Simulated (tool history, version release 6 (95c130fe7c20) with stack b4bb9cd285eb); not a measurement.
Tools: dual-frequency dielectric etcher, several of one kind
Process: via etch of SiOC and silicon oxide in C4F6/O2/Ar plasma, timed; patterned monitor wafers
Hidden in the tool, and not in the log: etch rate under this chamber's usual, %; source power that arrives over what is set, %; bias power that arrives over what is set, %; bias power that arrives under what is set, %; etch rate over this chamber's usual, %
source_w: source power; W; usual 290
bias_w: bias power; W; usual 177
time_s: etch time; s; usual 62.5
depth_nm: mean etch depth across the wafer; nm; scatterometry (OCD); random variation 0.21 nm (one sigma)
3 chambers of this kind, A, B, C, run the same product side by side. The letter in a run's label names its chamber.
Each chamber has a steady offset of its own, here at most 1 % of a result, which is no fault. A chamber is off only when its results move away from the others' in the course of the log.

run,hour,source_w,bias_w,time_s,hours since the last wet clean,hours since the last source power generator calibration,hours since the last bias power generator calibration,"read-back reference wafer on the same gauge, depth_nm",depth_nm
1A,4.3,290,177,62.5,518.3,1165.9,3098.1,69.113,61.866
2C,7.5,290,177,62.5,270.3,3329.1,3066.8,69.107,62.411
3B,10.8,290,177,62.5,550.9,3960.9,790.1,69.050,61.601
4C,15.0,290,177,62.5,277.8,3336.6,3074.3,69.050,61.871
5B,19.2,290,177,62.5,559.3,3969.3,798.5,69.145,61.283
6A,23.9,290,177,62.5,537.9,1185.5,3117.7,69.112,62.145
# hour 27.5: chamber A: wet clean of the chamber
7C,29.0,290,177,62.5,291.8,3350.6,3088.3,69.086,62.208
8A,35.7,290,177,62.5,8.2,1197.3,3129.5,69.085,62.132
9B,41.2,290,177,62.5,581.3,3991.3,820.5,69.058,61.511
10C,45.5,290,177,62.5,308.3,3367.1,3104.8,69.118,62.070
11B,49.7,290,177,62.5,589.8,3999.8,829.0,69.046,61.629
12A,55.9,290,177,62.5,28.4,1217.5,3149.7,69.062,61.988
13B,59.2,290,177,62.5,599.3,4009.3,838.5,69.063,61.583
14C,64.8,290,177,62.5,327.6,3386.4,3124.1,69.066,61.995
15A,70.3,290,177,62.5,42.8,1231.9,3164.1,69.130,61.530
16C,73.9,290,177,62.5,336.7,3395.5,3133.2,69.054,62.358
# hour 80.1: chamber B: wet clean of the chamber
17A,80.7,290,177,62.5,53.2,1242.3,3174.5,69.085,61.537
18B,86.6,290,211,71.5,6.5,4036.7,865.9,69.047,71.284
19B,91.5,290,211,71.5,11.4,4041.6,870.8,69.097,71.643
# hour 92.9: chamber A: bias power generator calibrated
20A,98.3,290,211,71.5,70.8,1259.9,5.5,69.042,74.651
21C,103.8,290,177,62.5,366.6,3425.4,3163.1,69.064,62.054
22C,109.9,290,177,62.5,372.7,3431.5,3169.2,69.076,62.181
23B,116.7,220,177,62.5,36.6,4066.8,896.0,69.134,53.195
# hour 118.8: chamber C: wet clean of the chamber
24A,120.0,220,177,62.5,92.5,1281.6,27.2,69.110,55.793
25A,126.3,220,177,62.5,98.8,1287.9,33.5,69.076,55.664
26C,132.8,290,177,62.5,14.0,3454.4,3192.1,69.098,62.087
27B,138.0,290,177,62.5,57.9,4088.1,917.3,69.151,59.182
28A,143.5,290,177,62.5,116.0,1305.1,50.7,69.110,62.019
29B,149.0,290,177,62.5,68.9,4099.1,928.3,69.134,59.208
30C,152.5,290,177,62.5,33.7,3474.1,3211.8,69.122,62.290
31A,157.1,290,177,62.5,129.6,1318.7,64.3,69.137,61.889
32C,163.6,290,164,49.5,44.8,3485.2,3222.9,69.096,48.141
33B,168.2,290,164,49.5,88.1,4118.3,947.5,69.115,45.789
34A,171.5,290,164,49.5,144.0,1333.1,78.7,69.136,47.787
# hour 175.6: chamber B: source power generator calibrated
35C,176.8,290,177,62.5,58.0,3498.4,3236.1,69.103,62.032
36B,182.6,290,177,62.5,102.5,7.0,961.9,69.104,59.402
37A,187.9,290,177,62.5,160.4,1349.5,95.1,69.119,61.500
38C,192.4,290,177,62.5,73.6,3514.0,3251.7,69.088,61.914
39B,195.7,290,177,62.5,115.6,20.1,975.0,69.131,58.946

Is one chamber off against the others, does the gauge drift, or is nothing wrong? If a chamber is off, say which, and what the likeliest cause is.

A service left chamber B off against the others.
Cause: etch rate under this chamber's usual, % = 3.97.

Here are 4 candidates for chamber B's next run, each the usual settings with a change, their results left as question marks. Which one brings its results back in line with what the others give on the usual settings?
In line means no further than this from the other chambers' mean on the usual settings: depth_nm 0.720 nm
40B-1,200.9,320,196,62.5,,,,,?
40B-2,200.9,330,177,62.5,,,,,?
40B-3,200.9,290,175,59.5,,,,,?
40B-4,200.9,290,174,58.5,,,,,?

The other chambers' mean on the usual settings: depth_nm 61.994 nm
run,depth_nm
40B-1,63.376
40B-2,62.022
40B-3,55.949
40B-4,54.906
40B-2 brings the chamber back in line.
